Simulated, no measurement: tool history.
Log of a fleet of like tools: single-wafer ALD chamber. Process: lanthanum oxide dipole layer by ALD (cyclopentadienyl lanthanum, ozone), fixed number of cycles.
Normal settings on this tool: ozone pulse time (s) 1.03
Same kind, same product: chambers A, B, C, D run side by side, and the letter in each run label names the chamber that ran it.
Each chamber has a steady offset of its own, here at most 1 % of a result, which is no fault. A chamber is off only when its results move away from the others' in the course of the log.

run    day  ozone pulse time (s)  hours since the last thermocouple change  hours since the last ozone generator service  read-back reference wafer on the same gauge, thickness_nm  mean film thickness on the monitor wafer (Å)
 1C  0.196                  1.03                                     660.7                                         699.0                                                    0.51128                                        5.0552
 2B  0.342                  1.03                                     889.7                                        1081.8                                                    0.51151                                        5.0846
 3A  0.517                  1.03                                    1857.3                                         390.6                                                    0.51191                                        5.0697
 4D  0.688                  1.03                                     762.1                                        1535.3                                                    0.51163                                        5.0491
 5D  0.908                  0.74                                     767.4                                        1540.6                                                    0.51269                                        4.4718
 6C  1.079                  0.74                                     681.9                                         720.2                                                    0.51165                                        4.4732
 7A  1.246                  0.74                                    1874.8                                         408.1                                                    0.51221                                        4.4542
 8B  1.429                  0.74                                     915.8                                        1107.9                                                    0.51194                                        4.4405
 9A  1.583                  1.03                                    1882.9                                         416.2                                                    0.51190                                        5.1052
10C  1.821                  1.03                                     699.7                                         738.0                                                    0.51227                                        5.1025
11D  2.046                  1.03                                     794.7                                        1567.9                                                    0.51166                                        5.0690
12B  2.188                  1.03                                     934.0                                        1126.1                                                    0.51204                                        4.9861
13C  2.358                  1.03                                     712.6                                         750.9                                                    0.51185                                        5.0398
14B  2.579                  1.03                                     943.4                                        1135.5                                                    0.51197                                        4.9940
15A  2.712                  1.03                                    1910.0                                         443.3                                                    0.51189                                        5.0631
16D  2.888                  1.03                                     814.9                                        1588.1                                                    0.51237                                        5.0744
17B  3.083                  1.03                                     955.5                                        1147.6                                                    0.51174                                        4.9242
18D  3.325                  1.03                                     825.4                                        1598.6                                                    0.51161                                        5.0714
19C  3.438                  1.03                                     738.5                                         776.8                                                    0.51156                                        5.0541
20A  3.688                  1.03                                    1933.4                                         466.7                                                    0.51229                                        5.0873
21C  3.871                  1.03                                     748.9                                         787.2                                                    0.51221                                        5.0660
22D  4.108                  1.03                                     844.2                                        1617.4                                                    0.51217                                        5.0720
23A  4.238                  0.80                                    1946.6                                         479.9                                                    0.51220                                        4.6164
24B  4.358                  0.80                                     986.1                                        1178.2                                                    0.51182                                        4.4034
25B  4.550                  0.80                                     990.7                                        1182.8                                                    0.51215                                        4.3854
26D  4.775                  0.80                                     860.2                                        1633.4                                                    0.51199                                        4.6154
27C  4.962                  1.03                                     775.1                                         813.4                                                    0.51239                                        5.0972

Decide between three cases: one chamber stands off from its peers, the gauge reading all wafers drifts, or nothing is wrong past each chamber's small offset. Where a chamber is off, say which and what most likely put it there.

Chamber B drifts away from the others.
Most likely cause: ozone dose below that of a generator just serviced (%) = 11.7.

Below are 4 candidate recipes for chamber B's next run, each the usual settings with a change, their results shown as question marks. Which of them brings B's results back in line with what the other chambers give on the usual settings?
Maximum distance from the other chambers' mean on the usual settings for a result to count as in line: mean film thickness on the monitor wafer (Å) 0.0700
28B-1  5.150                  0.91                                                                                                                                                                                                ?
28B-2  5.150                  1.17                                                                                                                                                                                                ?
28B-3  5.150                  1.37                                                                                                                                                                                                ?
28B-4  5.150                  0.83                                                                                                                                                                                                ?

Usual-settings mean across the other chambers: mean film thickness on the monitor wafer (Å) 5.0624
  run  mean film thickness on the monitor wafer (Å)
28B-1                                        4.6254
28B-2                                        5.0542
28B-3                                        5.2728
28B-4                                        4.4486
With 28B-2, the chamber falls back in line with the rest.
